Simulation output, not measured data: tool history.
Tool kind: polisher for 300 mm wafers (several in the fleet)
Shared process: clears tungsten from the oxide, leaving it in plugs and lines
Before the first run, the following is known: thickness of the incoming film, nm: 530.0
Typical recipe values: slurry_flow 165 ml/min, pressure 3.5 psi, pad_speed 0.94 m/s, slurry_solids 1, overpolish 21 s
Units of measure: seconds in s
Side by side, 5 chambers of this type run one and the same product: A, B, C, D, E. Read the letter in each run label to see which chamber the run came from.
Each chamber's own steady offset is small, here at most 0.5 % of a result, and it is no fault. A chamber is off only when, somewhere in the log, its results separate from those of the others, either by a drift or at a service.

| run | day | slurry_flow | pressure | pad_speed | slurry_solids | overpolish | seconds |
|---|---|---|---|---|---|---|---|
| 1B | 0.2 | 165 | 3.5 | 0.94 | 1 | 21 | 124.11 |
|  | 0.408 | chamber C: worn pad replaced by a new one |
| 2E | 0.421 | 165 | 3.5 | 0.94 | 1 | 21 | 123.96 |
|  | 0.646 | chamber C: slurry tank refilled with fresh slurry and peroxide |
| 3A | 0.762 | 165 | 3.5 | 0.94 | 1 | 21 | 124.55 |
| 4D | 0.933 | 165 | 3.5 | 0.94 | 1 | 21 | 125.02 |
|  | 1.108 | chamber A: worn pad replaced by a new one |
| 5C | 1.117 | 165 | 3.5 | 0.94 | 1 | 21 | 122.67 |
| 6A | 1.321 | 165 | 3.5 | 0.94 | 1 | 21 | 122.19 |
| 7D | 1.617 | 220 | 3.5 | 0.62 | 1 | 21 | 177.6 |
|  | 1.642 | chamber E: head pressure recalibrated |
|  | 1.896 | chamber B: slurry tank refilled with fresh slurry and peroxide |
| 8E | 1.917 | 220 | 3.5 | 0.62 | 1 | 21 | 180.89 |
| 9B | 2.171 | 220 | 3.5 | 0.62 | 1 | 21 | 178.51 |
|  | 2.471 | chamber E: slurry tank refilled with fresh slurry and peroxide |
|  | 2.492 | chamber C: slurry tank refilled with fresh slurry and peroxide |
| 10C | 2.512 | 220 | 3.5 | 0.62 | 1 | 21 | 176.42 |
| 11D | 2.662 | 220 | 3.5 | 0.62 | 1 | 21 | 174.27 |
| 12E | 2.875 | 165 | 3.5 | 0.94 | 1 | 21 | 123.79 |
| 13B | 3.096 | 165 | 3.5 | 0.94 | 1 | 21 | 118.14 |
|  | 3.179 | chamber A: slurry tank refilled with fresh slurry and peroxide |
|  | 3.196 | chamber D: worn pad replaced by a new one |
|  | 3.2 | chamber C: head pressure recalibrated |
| 14A | 3.425 | 165 | 3.5 | 0.94 | 1 | 21 | 122.96 |
| 15C | 3.692 | 190 | 3.9 | 0.94 | 1 | 21 | 107.2 |
|  | 4.021 | chamber B: worn pad replaced by a new one |
| 16C | 4.038 | 190 | 3.9 | 0.94 | 1 | 21 | 106.03 |
| 17E | 4.212 | 190 | 3.9 | 0.94 | 1 | 21 | 111.59 |
|  | 4.404 | chamber C: slurry tank refilled with fresh slurry and peroxide |
| 18D | 4.492 | 190 | 3.9 | 0.94 | 1 | 21 | 109.63 |
| 19B | 4.692 | 190 | 3.9 | 0.94 | 1 | 21 | 106.51 |
| 20A | 4.883 | 165 | 3.5 | 0.94 | 1 | 21 | 125.64 |
|  | 5.142 | chamber C: worn pad replaced by a new one |
| 21D | 5.183 | 165 | 3.5 | 0.94 | 1 | 21 | 122.61 |
| 22B | 5.479 | 165 | 3.5 | 0.94 | 1 | 21 | 119.25 |
|  | 5.638 | chamber E: worn pad replaced by a new one |
| 23C | 5.7 | 165 | 3.5 | 0.94 | 1 | 21 | 121.44 |
|  | 5.817 | chamber E: slurry blender recalibrated |
| 24E | 5.921 | 165 | 2.8 | 0.94 | 1 | 21 | 156.44 |
|  | 6.083 | chamber C: slurry blender recalibrated |
| 25A | 6.088 | 165 | 2.8 | 0.94 | 1 | 21 | 155.74 |
|  | 6.288 | chamber D: slurry tank refilled with fresh slurry and peroxide |
| 26E | 6.342 | 165 | 2.8 | 0.94 | 1 | 21 | 150.97 |
|  | 6.408 | chamber A: worn pad replaced by a new one |
| 27D | 6.496 | 165 | 2.8 | 0.94 | 1 | 21 | 159.35 |
|  | 6.592 | chamber C: slurry tank refilled with fresh slurry and peroxide |
| 28A | 6.838 | 165 | 2.8 | 0.94 | 1 | 21 | 154.45 |
| 29B | 7.112 | 165 | 3.5 | 0.94 | 1 | 21 | 114.7 |
| 30C | 7.362 | 165 | 3.5 | 0.94 | 1 | 21 | 122.65 |
|  | 7.375 | chamber D: slurry blender recalibrated |
| 31E | 7.592 | 165 | 3.5 | 0.94 | 1 | 21 | 123.87 |
| 32A | 7.821 | 165 | 3.5 | 0.94 | 1 | 21 | 121.57 |
|  | 8.029 | chamber A: slurry blender recalibrated |
| 33B | 8.125 | 165 | 3.5 | 0.94 | 1 | 21 | 116.22 |
| 34D | 8.275 | 165 | 3.5 | 0.94 | 1 | 15 | 124.18 |
|  | 8.308 | chamber C: slurry tank refilled with fresh slurry and peroxide |
|  | 8.333 | chamber B: slurry tank refilled with fresh slurry and peroxide |
|  | 8.508 | chamber B: slurry nozzle cleaned |
| 35C | 8.596 | 165 | 3.5 | 0.94 | 1 | 15 | 120.5 |
| 36C | 8.846 | 165 | 3.5 | 0.94 | 1 | 15 | 124.08 |
|  | 8.854 | chamber E: slurry tank refilled with fresh slurry and peroxide |
|  | 8.929 | chamber A: slurry nozzle cleaned |
| 37E | 9.154 | 165 | 3.5 | 0.94 | 1 | 15 | 125.42 |
| 38A | 9.367 | 165 | 3.5 | 0.94 | 1 | 15 | 128.52 |
| 39B | 9.546 | 165 | 4.6 | 0.94 | 1 | 21 | 86.868 |

All 5 chambers run these settings next. Forecast each chamber's results:
| 40A | 9.796 | 165 | 3.5 | 1.08 | 1 | 21 | ? |
| 40B | 9.796 | 165 | 3.5 | 1.08 | 1 | 21 | ? |
| 40C | 9.796 | 165 | 3.5 | 1.08 | 1 | 21 | ? |
| 40D | 9.796 | 165 | 3.5 | 1.08 | 1 | 21 | ? |
| 40E | 9.796 | 165 | 3.5 | 1.08 | 1 | 21 | ? |

| run | seconds |
|---|---|
| 40A | 108.96 |
| 40B | 101.19 |
| 40C | 106.06 |
| 40D | 107.83 |
| 40E | 109.38 |

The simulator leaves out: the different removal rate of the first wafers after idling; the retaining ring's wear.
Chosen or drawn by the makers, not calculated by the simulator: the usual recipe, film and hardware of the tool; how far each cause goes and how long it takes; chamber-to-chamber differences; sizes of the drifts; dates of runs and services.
